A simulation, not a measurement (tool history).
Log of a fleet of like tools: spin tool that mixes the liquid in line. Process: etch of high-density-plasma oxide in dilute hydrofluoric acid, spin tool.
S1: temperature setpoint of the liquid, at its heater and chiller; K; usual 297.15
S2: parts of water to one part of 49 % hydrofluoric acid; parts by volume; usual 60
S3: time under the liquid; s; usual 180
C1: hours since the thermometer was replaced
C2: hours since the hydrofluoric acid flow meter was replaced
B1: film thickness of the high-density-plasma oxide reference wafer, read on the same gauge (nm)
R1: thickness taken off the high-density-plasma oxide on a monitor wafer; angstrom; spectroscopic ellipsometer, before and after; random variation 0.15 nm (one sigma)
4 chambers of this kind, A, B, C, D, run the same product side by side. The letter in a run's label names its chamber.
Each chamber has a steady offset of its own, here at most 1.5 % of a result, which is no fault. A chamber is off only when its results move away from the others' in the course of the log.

run     day      S1  S2   S3      C1     C2      B1      R1
 1B   0.533  297.15  60  180   666.3  579.4  140.05  161.86
 2A   1.029  297.15  60  180  2160.5  600.4  139.99  159.76
 3D   1.312  297.15  60  180   659.1  368.5  139.98  162.77
 4C   1.808  297.15  60  180   972.3  588.8  139.98  161.94
 5B   2.179  297.15  60  180   705.8  618.9  140.01  159.35
 6D   2.492  297.15  60  180   687.4  396.8  139.99  163.14
 7C   2.983  297.15  40  115  1000.5    617  140.03  161.55
 8A   3.338  297.15  40  115  2215.9  655.8  139.97   155.1
 9A   3.679  297.15  40  115  2224.1    664  139.98  155.53
10C   4.008  297.15  40  115  1025.1  641.6  140.03  161.22
11D   4.388  297.15  60  180   732.9  442.3     140  162.07
12B   4.896  297.15  60  180     771  684.1  139.97  155.37
13A   5.412  297.15  60  180  2265.7  705.6  139.99  160.72
14B   5.692  297.15  60  180   790.1  703.2  139.97  153.79
15C   5.988  297.15  60  180  1072.6  689.1  139.95  159.51
16D    6.25  297.15  60  180   777.6    487  140.03  162.75
17A   6.662  297.15  60  180  2295.7  735.6  140.01  158.21
18D   7.046  297.15  60  180   796.7  506.1  139.97  162.81
19C   7.433  297.15  60  180  1107.3  723.8  139.97  159.77
20B   7.779  297.15  60  180   840.2  753.3  139.99  154.99
21C   8.138  293.65  60  285  1124.2  740.7  140.02  223.07
22A   8.658  293.65  60  285  2343.6  783.5  139.97  217.13
23D   9.146  293.65  60  285   847.1  556.5     140  222.15
24B   9.471  293.65  60  285   880.8  793.9  140.02  209.08
25A   9.908  297.15  60  180  2373.6  813.5  139.99  156.27
26B  10.158  297.15  60  180   897.3  810.4  140.04  152.74
27D  10.608  297.15  60  180   882.2  591.6  140.02  162.79
28C  10.904  297.15  60  180  1190.6  807.1  140.01   160.2
29D  11.379  297.15  60  180   900.7  610.1     140  161.43
30A  11.783  297.15  60  180  2418.6  858.5  140.01  157.69
31B  12.212  297.15  60  180   946.6  859.7  140.02  148.64
32C  12.479  297.15  60  180  1228.4  844.9  139.98  161.16
33C  12.788  297.15  60  180  1235.8  852.3  139.99   162.1

Next, every chamber runs the same settings. What will each give?
34A  13.196  297.15  60  180               ?
34B  13.196  297.15  60  180               ?
34C  13.196  297.15  60  180               ?
34D  13.196  297.15  60  180               ?

run      R1
34A  158.76
34B  149.22
34C  164.26
34D  163.85

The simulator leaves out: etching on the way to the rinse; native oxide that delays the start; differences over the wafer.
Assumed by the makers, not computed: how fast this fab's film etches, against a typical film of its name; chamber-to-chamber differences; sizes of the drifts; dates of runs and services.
